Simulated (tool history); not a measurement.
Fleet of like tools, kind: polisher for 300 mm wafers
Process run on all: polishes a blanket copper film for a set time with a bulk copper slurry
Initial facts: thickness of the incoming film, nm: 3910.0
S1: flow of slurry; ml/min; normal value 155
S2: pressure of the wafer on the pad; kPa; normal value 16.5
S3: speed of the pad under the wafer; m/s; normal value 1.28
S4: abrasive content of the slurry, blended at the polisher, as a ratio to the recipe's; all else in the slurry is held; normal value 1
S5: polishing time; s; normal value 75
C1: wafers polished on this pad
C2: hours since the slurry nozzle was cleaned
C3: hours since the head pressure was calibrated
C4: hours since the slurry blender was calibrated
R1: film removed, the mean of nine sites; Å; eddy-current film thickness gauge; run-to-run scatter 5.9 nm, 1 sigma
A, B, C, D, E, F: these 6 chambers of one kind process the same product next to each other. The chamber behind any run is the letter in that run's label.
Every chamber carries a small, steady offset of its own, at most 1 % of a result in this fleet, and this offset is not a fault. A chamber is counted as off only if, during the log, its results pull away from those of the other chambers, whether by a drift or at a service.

Run 1D, day 0.300: usual settings; C1 1006; C2 349.0; C3 129.0; C4 301.5. Result: R1 7723.8 Å.
At day 0.425: chamber D: worn pad replaced by a new one.
Run 2A, day 0.733: usual settings; C1 341; C2 181.3; C3 390.5; C4 44.1. Result: R1 7662.3 Å.
At day 0.938: chamber F: worn pad replaced by a new one.
Run 3B, day 1.142: usual settings; C1 966; C2 104.5; C3 129.1; C4 273.4. Result: R1 7668.6 Å.
Run 4E, day 1.500: usual settings; C1 879; C2 308.6; C3 640.8; C4 225.9. Result: R1 7644.6 Å.
At day 1.575: chamber D: slurry nozzle cleaned.
At day 2.004: chamber B: slurry blender recalibrated.
Run 5F, day 2.071: usual settings; C1 341; C2 88.9; C3 122.5; C4 239.3. Result: R1 7719.0 Å.
Run 6C, day 2.554: usual settings; C1 991; C2 115.8; C3 134.2; C4 86.6. Result: R1 7674.4 Å.
At day 2.667: chamber E: slurry blender recalibrated.
At day 2.725: chamber E: worn pad replaced by a new one.
At day 2.750: chamber F: slurry blender recalibrated.
Run 7B, day 3.142: usual settings but S1 205 ml/min, S2 12.4 kPa; C1 1568; C2 152.5; C3 177.1; C4 27.4. Result: R1 6002.2 Å.
At day 3.171: chamber B: worn pad replaced by a new one.
At day 3.450: chamber A: worn pad replaced by a new one.
Run 8A, day 3.742: usual settings but S1 205 ml/min, S2 12.4 kPa; C1 88; C2 253.5; C3 462.7; C4 116.3. Result: R1 6063.5 Å.
At day 4.038: chamber F: worn pad replaced by a new one.
At day 4.046: chamber D: worn pad replaced by a new one.
Run 9D, day 4.046: usual settings but S1 205 ml/min, S2 12.4 kPa; C1 0; C2 59.3; C3 218.9; C4 391.4. Result: R1 6090.1 Å.
At day 4.138: chamber C: worn pad replaced by a new one.
Run 10E, day 4.662: usual settings but S1 205 ml/min, S2 12.4 kPa; C1 583; C2 384.5; C3 716.7; C4 48.0. Result: R1 5888.3 Å.
Run 11C, day 5.079: usual settings but S1 205 ml/min, S2 12.4 kPa; C1 284; C2 176.4; C3 194.8; C4 147.2. Result: R1 5985.4 Å.
At day 5.217: chamber D: slurry blender recalibrated.
At day 5.525: chamber C: slurry nozzle cleaned.
Run 12F, day 5.533: usual settings but S1 205 ml/min, S2 12.4 kPa; C1 450; C2 172.0; C3 205.6; C4 66.8. Result: R1 5970.7 Å.
Run 13F, day 5.954: usual settings; C1 577; C2 182.1; C3 215.7; C4 76.9. Result: R1 7760.2 Å.
At day 6.038: chamber E: worn pad replaced by a new one.
Run 14E, day 6.279: usual settings; C1 73; C2 423.3; C3 755.5; C4 86.8. Result: R1 7746.5 Å.
Run 15C, day 6.692: usual settings; C1 769; C2 28.1; C3 233.5; C4 185.9. Result: R1 7523.7 Å.
Run 16B, day 7.171: usual settings but S1 105 ml/min; C1 1204; C2 249.2; C3 273.8; C4 124.1. Result: R1 7105.1 Å.
At day 7.217: chamber A: worn pad replaced by a new one.
At day 7.375: chamber D: worn pad replaced by a new one.
At day 7.608: chamber F: worn pad replaced by a new one.
Run 17A, day 7.733: usual settings but S1 105 ml/min; C1 156; C2 349.3; C3 558.5; C4 212.1. Result: R1 7235.4 Å.
Run 18D, day 8.362: usual settings but S1 105 ml/min; C1 297; C2 162.9; C3 322.5; C4 75.5. Result: R1 7226.2 Å.
At day 8.592: chamber C: worn pad replaced by a new one.
At day 8.725: chamber B: worn pad replaced by a new one.
Run 19A, day 8.921: usual settings but S1 105 ml/min; C1 513; C2 377.8; C3 587.0; C4 240.6. Result: R1 7077.1 Å.
Run 20B, day 9.292: usual settings but S1 105 ml/min; C1 170; C2 300.1; C3 324.7; C4 175.0. Result: R1 7170.5 Å.
At day 9.438: chamber B: head pressure recalibrated.
At day 9.646: chamber C: slurry blender recalibrated.
Run 21E, day 9.650: usual settings but S1 105 ml/min; C1 1087; C2 504.2; C3 836.4; C4 167.7. Result: R1 6991.7 Å.
At day 9.712: chamber E: slurry nozzle cleaned.
Run 22C, day 10.121: usual settings; C1 461; C2 110.4; C3 315.8; C4 11.4. Result: R1 7700.7 Å.
At day 10.125: chamber E: worn pad replaced by a new one.
At day 10.429: chamber A: worn pad replaced by a new one.
At day 10.579: chamber D: worn pad replaced by a new one.
Run 23F, day 10.583: usual settings; C1 895; C2 293.2; C3 326.8; C4 188.0. Result: R1 7621.9 Å.
Run 24D, day 11.050: usual settings but S2 22.1 kPa, S5 85 s; C1 142; C2 227.4; C3 387.0; C4 140.0. Result: R1 11800.0 Å.
At day 11.167: chamber E: slurry blender recalibrated.
At day 11.504: chamber F: worn pad replaced by a new one.
Run 25F, day 11.654: usual settings but S2 22.1 kPa, S5 85 s; C1 45; C2 318.9; C3 352.5; C4 213.7. Result: R1 11666.0 Å.
Run 26A, day 11.946: usual settings but S2 22.1 kPa, S5 85 s; C1 457; C2 450.4; C3 659.6; C4 313.2. Result: R1 11508.0 Å.
Run 27C, day 12.358: usual settings but S2 22.1 kPa, S5 85 s; C1 1134; C2 164.1; C3 369.5; C4 65.1. Result: R1 11585.0 Å.
At day 12.538: chamber A: slurry nozzle cleaned.
Run 28D, day 12.762: usual settings but S2 22.1 kPa, S5 85 s; C1 657; C2 268.5; C3 428.1; C4 181.1. Result: R1 11707.0 Å.
At day 12.804: chamber C: worn pad replaced by a new one.
Run 29E, day 13.412: usual settings but S2 22.1 kPa, S5 85 s; C1 989; C2 88.8; C3 926.7; C4 53.9. Result: R1 11685.0 Å.
At day 13.529: chamber B: worn pad replaced by a new one.
At day 13.621: chamber C: slurry nozzle cleaned.
At day 13.658: chamber E: worn pad replaced by a new one.
At day 13.750: chamber B: slurry blender recalibrated.
Run 30B, day 13.979: usual settings; C1 136; C2 412.6; C3 109.0; C4 5.5. Result: R1 8290.3 Å.
At day 14.283: chamber D: worn pad replaced by a new one.
At day 14.325: chamber A: worn pad replaced by a new one.
At day 14.496: chamber A: slurry blender recalibrated.
Run 31D, day 14.550: usual settings; C1 80; C2 311.4; C3 471.0; C4 224.0. Result: R1 7843.2 Å.
At day 14.838: chamber F: worn pad replaced by a new one.
Run 32B, day 15.079: usual settings; C1 467; C2 439.0; C3 135.4; C4 31.9. Result: R1 8367.2 Å.
At day 15.125: chamber F: slurry blender recalibrated.
Run 33A, day 15.417: usual settings; C1 328; C2 69.1; C3 742.9; C4 22.1. Result: R1 7717.0 Å.
Run 34E, day 15.842: usual settings; C1 658; C2 147.1; C3 985.0; C4 112.2. Result: R1 7645.2 Å.
Run 35F, day 16.254: usual settings but S1 180 ml/min; C1 426; C2 429.3; C3 462.9; C4 27.1. Result: R1 7836.5 Å.
Run 36C, day 16.588: usual settings but S1 180 ml/min; C1 1139; C2 71.3; C3 471.0; C4 166.6. Result: R1 7876.8 Å.
Run 37F, day 17.025: usual settings but S1 180 ml/min; C1 658; C2 447.8; C3 481.4; C4 45.6. Result: R1 7905.4 Å.

All chambers now run identical settings, listed one chamber a line with results as question marks. What results will each chamber show?
Run 38A, day 17.492: usual settings but S3 0.92 m/s. Result: R1 ?.
Run 38B, day 17.492: usual settings but S3 0.92 m/s. Result: R1 ?.
Run 38C, day 17.492: usual settings but S3 0.92 m/s. Result: R1 ?.
Run 38D, day 17.492: usual settings but S3 0.92 m/s. Result: R1 ?.
Run 38E, day 17.492: usual settings but S3 0.92 m/s. Result: R1 ?.
Run 38F, day 17.492: usual settings but S3 0.92 m/s. Result: R1 ?.

run      R1
38A  5548.7
38B  6012.3
38C  5534.1
38D  5628.2
38E  5475.5
38F  5550.9

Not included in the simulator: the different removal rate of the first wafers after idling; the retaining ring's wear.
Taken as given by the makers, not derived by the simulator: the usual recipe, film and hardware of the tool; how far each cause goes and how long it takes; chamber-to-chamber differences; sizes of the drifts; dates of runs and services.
